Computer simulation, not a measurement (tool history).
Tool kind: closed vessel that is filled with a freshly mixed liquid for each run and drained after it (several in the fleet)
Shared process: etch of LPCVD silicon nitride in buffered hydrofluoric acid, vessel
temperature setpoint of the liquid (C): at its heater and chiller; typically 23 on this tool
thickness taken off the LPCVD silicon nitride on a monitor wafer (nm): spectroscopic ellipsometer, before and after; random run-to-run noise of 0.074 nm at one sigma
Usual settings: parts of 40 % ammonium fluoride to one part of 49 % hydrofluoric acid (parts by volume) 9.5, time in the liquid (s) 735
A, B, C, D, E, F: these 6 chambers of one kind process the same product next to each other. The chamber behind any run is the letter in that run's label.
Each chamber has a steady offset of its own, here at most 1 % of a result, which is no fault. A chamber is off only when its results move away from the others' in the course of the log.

| run | hour | temperature setpoint of the liquid (C) | parts of 40 % ammonium fluoride to one part of 49 % hydrofluoric acid (parts by volume) | time in the liquid (s) | read-back film thickness of the LPCVD silicon nitride reference wafer, read on the same gauge (nm) | thickness taken off the LPCVD silicon nitride on a monitor wafer (nm) |
|---|---|---|---|---|---|---|
| 1A | 5.6 | 23 | 9.5 | 735 | 49.995 | 10.977 |
| 2F | 12.5 | 23 | 9.5 | 735 | 49.985 | 10.769 |
| 3D | 19.5 | 23 | 9.5 | 735 | 49.963 | 10.754 |
| 4E | 25.6 | 23 | 9.5 | 735 | 50.009 | 10.869 |
| 5C | 32 | 23 | 7.5 | 895 | 49.977 | 16.388 |
| 6B | 39.3 | 23 | 7.5 | 895 | 50.01 | 16.747 |
| 7F | 45.9 | 23 | 7.5 | 895 | 50.004 | 16.51 |
| 8A | 51.6 | 23 | 7.5 | 895 | 50.004 | 16.802 |
| 9D | 54.9 | 23 | 7.5 | 895 | 50.001 | 16.494 |
| 10E | 62.6 | 23 | 7.5 | 895 | 49.989 | 16.546 |
| 11B | 66.6 | 23 | 9.5 | 735 | 49.983 | 10.642 |
| 12C | 73.2 | 23 | 9.5 | 735 | 50.018 | 10.701 |
| 13B | 78.2 | 23 | 9.5 | 735 | 50.016 | 10.961 |
| 14A | 84.1 | 23 | 9.5 | 735 | 49.963 | 10.774 |
| 15E | 90.2 | 18.5 | 9.5 | 735 | 50.017 | 8.4837 |
| 16F | 96.4 | 18.5 | 9.5 | 735 | 49.998 | 8.3859 |
| 17C | 102.7 | 18.5 | 9.5 | 735 | 49.984 | 8.3567 |
| 18D | 110.1 | 18.5 | 9.5 | 735 | 50.007 | 8.3738 |
| 19C | 114 | 18.5 | 9.5 | 735 | 50.025 | 8.3206 |
| 20B | 120.3 | 18.5 | 9.5 | 735 | 50.012 | 8.4176 |
| 21F | 127.4 | 23 | 9.5 | 735 | 49.996 | 10.773 |
| 22E | 131.6 | 25 | 9.5 | 735 | 49.989 | 12.015 |
| 23A | 137.5 | 25 | 9.5 | 735 | 50.018 | 11.692 |
| 24D | 145.2 | 25 | 9.5 | 735 | 50.014 | 12.024 |
| 25D | 148.7 | 25 | 9.5 | 735 | 50.061 | 11.948 |
| 26A | 153.2 | 25 | 9.5 | 735 | 49.985 | 11.581 |
| 27E | 157.6 | 25 | 9.5 | 735 | 49.98 | 12.129 |
| 28F | 163.8 | 23 | 9.5 | 735 | 50.004 | 10.717 |
| 29B | 167.7 | 23 | 6 | 735 | 50.006 | 16.706 |
| 30C | 171.5 | 23 | 6 | 735 | 50.015 | 16.518 |
| 31A | 176.9 | 23 | 6 | 735 | 50.01 | 16.105 |
| 32E | 181.8 | 23 | 6 | 735 | 50.003 | 16.641 |
| 33D | 185.3 | 23 | 6 | 735 | 50.003 | 16.63 |
| 34F | 190.5 | 23 | 6 | 735 | 50.031 | 16.578 |
| 35B | 196.1 | 26 | 9.5 | 735 | 49.997 | 12.752 |
| 36C | 202.9 | 26 | 9.5 | 735 | 50.002 | 12.686 |

Next, every chamber runs the same settings. What will each give?
| 37A | 208.4 | 23 | 9.5 | 335 |  | ? |
| 37B | 208.4 | 23 | 9.5 | 335 |  | ? |
| 37C | 208.4 | 23 | 9.5 | 335 |  | ? |
| 37D | 208.4 | 23 | 9.5 | 335 |  | ? |
| 37E | 208.4 | 23 | 9.5 | 335 |  | ? |
| 37F | 208.4 | 23 | 9.5 | 335 |  | ? |

| run | thickness taken off the LPCVD silicon nitride on a monitor wafer (nm) |
|---|---|
| 37A | 4.6173 |
| 37B | 4.9692 |
| 37C | 4.8877 |
| 37D | 4.9503 |
| 37E | 4.9237 |
| 37F | 4.8965 |
